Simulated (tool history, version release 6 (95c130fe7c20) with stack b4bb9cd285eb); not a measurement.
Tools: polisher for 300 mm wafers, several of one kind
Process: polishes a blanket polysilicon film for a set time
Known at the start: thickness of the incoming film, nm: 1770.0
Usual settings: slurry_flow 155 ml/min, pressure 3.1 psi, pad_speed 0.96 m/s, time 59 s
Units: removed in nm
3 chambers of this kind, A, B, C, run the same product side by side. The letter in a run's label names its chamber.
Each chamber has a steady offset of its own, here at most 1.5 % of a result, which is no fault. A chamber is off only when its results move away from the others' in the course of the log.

run	hour	slurry_flow	pressure	pad_speed	time	wafers polished on this pad	hours since the slurry nozzle was cleaned	hours since the head pressure was calibrated	removed
# hour 2.5: chamber C: slurry nozzle cleaned
# hour 3.7: chamber B: worn pad replaced by a new one
1A	6.6	155	3.1	0.96	59	495	43.8	812	558.81
2B	13.1	155	3.1	0.96	59	65	154.9	104.2	567.08
3C	16.7	155	3.1	0.96	59	493	14.3	464.2	579.99
4A	22.5	155	3.1	0.96	59	605	59.7	827.9	566.38
5C	25.7	155	3.1	0.96	59	555	23.3	473.2	584.95
# hour 26.8: chamber A: worn pad replaced by a new one
6B	32	155	3.1	0.96	59	195	173.8	123.1	561.1
7C	37.4	105	3.1	0.96	74	636	35	484.9	679.86
8A	41.9	105	3.1	0.96	74	104	79.1	847.3	655.25
9B	47.5	105	3.1	0.96	74	303	189.3	138.6	670.85
10C	51.3	155	3.1	0.96	59	733	48.9	498.8	589.48
11B	56.8	155	3.1	0.96	59	367	198.6	147.9	555.35
12A	60.8	155	3.1	0.96	59	235	98	866.2	576.74
13B	65.2	155	3.1	0.96	59	425	207	156.3	562.02
14A	69.8	155	3.1	0.96	59	297	107	875.2	564.78
15C	75.8	155	3.1	0.96	59	902	73.4	523.3	572.88
16C	81.8	155	3.1	0.96	59	943	79.4	529.3	577.96
17A	87.1	100	3.1	0.96	59	417	124.3	892.5	527.56
# hour 88.3: chamber B: slurry nozzle cleaned
18B	92.5	100	3.1	0.96	59	614	4.2	183.6	525.81
19B	95.9	100	3.1	0.96	59	637	7.6	187	517.92
20C	101.3	155	3.1	0.96	59	1078	98.9	548.8	571.16
21A	105	155	3.1	0.96	59	541	142.2	910.4	555.8
22A	108.9	200	3.1	0.96	59	568	146.1	914.3	584.01
23C	114.5	200	3.1	0.96	59	1170	112.1	562	596.97
24B	118	200	3.1	0.96	59	790	29.7	209.1	579.3
25A	124.4	155	3.1	0.96	59	675	161.6	929.8	566.52
26B	128.9	110	3.5	0.96	59	866	40.6	220	595.9
27C	135.3	110	3.5	0.96	59	1314	132.9	582.8	588.13
# hour 138.4: chamber A: worn pad replaced by a new one
28B	138.9	110	3.5	0.96	59	935	50.6	230	598.83
29A	142.7	155	3.1	1.14	49	29	179.9	948.1	560.54
30C	149.3	155	3.1	1.14	49	1410	146.9	596.8	528.44
31B	152.4	155	3.1	1.14	49	1028	64.1	243.5	554.78
32C	156.9	155	3.1	0.96	59	1463	154.5	604.4	530.72
33A	161	155	3.1	0.96	59	156	198.2	966.4	569.55
34B	164.8	155	3.1	0.96	59	1114	76.5	255.9	556.62
35A	167.8	155	3.1	0.96	59	203	205	973.2	565.78
36C	173.4	155	3.1	0.96	59	1577	171	620.9	543
37B	179.6	155	3.1	0.96	59	1216	91.3	270.7	550.38
38C	182.7	155	3.1	0.96	59	1641	180.3	630.2	544.18
39A	189	155	3.1	0.96	59	350	226.2	994.4	583.07
# hour 189.6: chamber B: worn pad replaced by a new one
40C	193.2	155	3.1	0.96	59	1714	190.8	640.7	520.95
41B	196.2	155	3.1	0.96	59	45	107.9	287.3	560.53
42A	202.3	155	4.1	1.06	59	442	239.5	1007.7	804.76
43A	208.5	155	4.1	1.06	59	485	245.7	1013.9	826.35
44B	212.9	155	4.1	1.06	59	161	124.6	304	839.03

What goes on in this fleet: one chamber off, a drifting gauge, or nothing beyond the chambers' own small offsets? Name the chamber and the cause, if any.

Chamber C drifts away from the others.
Cause: removal rate lost through wear of the pad, % = 12.1.
The log may not tell that from: slurry flow missing at the pad, %; head's pressure below its setpoint, %.

Here are 4 candidates for chamber C's next run, each the usual settings with a change, their results left as question marks. Which one brings its results back in line with what the others give on the usual settings?
In line means no further than this from the other chambers' mean on the usual settings: removed 26 nm
45C-1	217.8	155	3.2	1	61				?
45C-2	217.8	155	3	0.92	57				?
45C-3	217.8	155	3.1	0.96	60				?
45C-4	217.8	155	3	0.96	59				?

The other chambers' mean on the usual settings: removed 567.73 nm
run	removed
45C-1	566.42
45C-2	456.81
45C-3	518.3
45C-4	493.47
45C-1 brings the chamber back in line.

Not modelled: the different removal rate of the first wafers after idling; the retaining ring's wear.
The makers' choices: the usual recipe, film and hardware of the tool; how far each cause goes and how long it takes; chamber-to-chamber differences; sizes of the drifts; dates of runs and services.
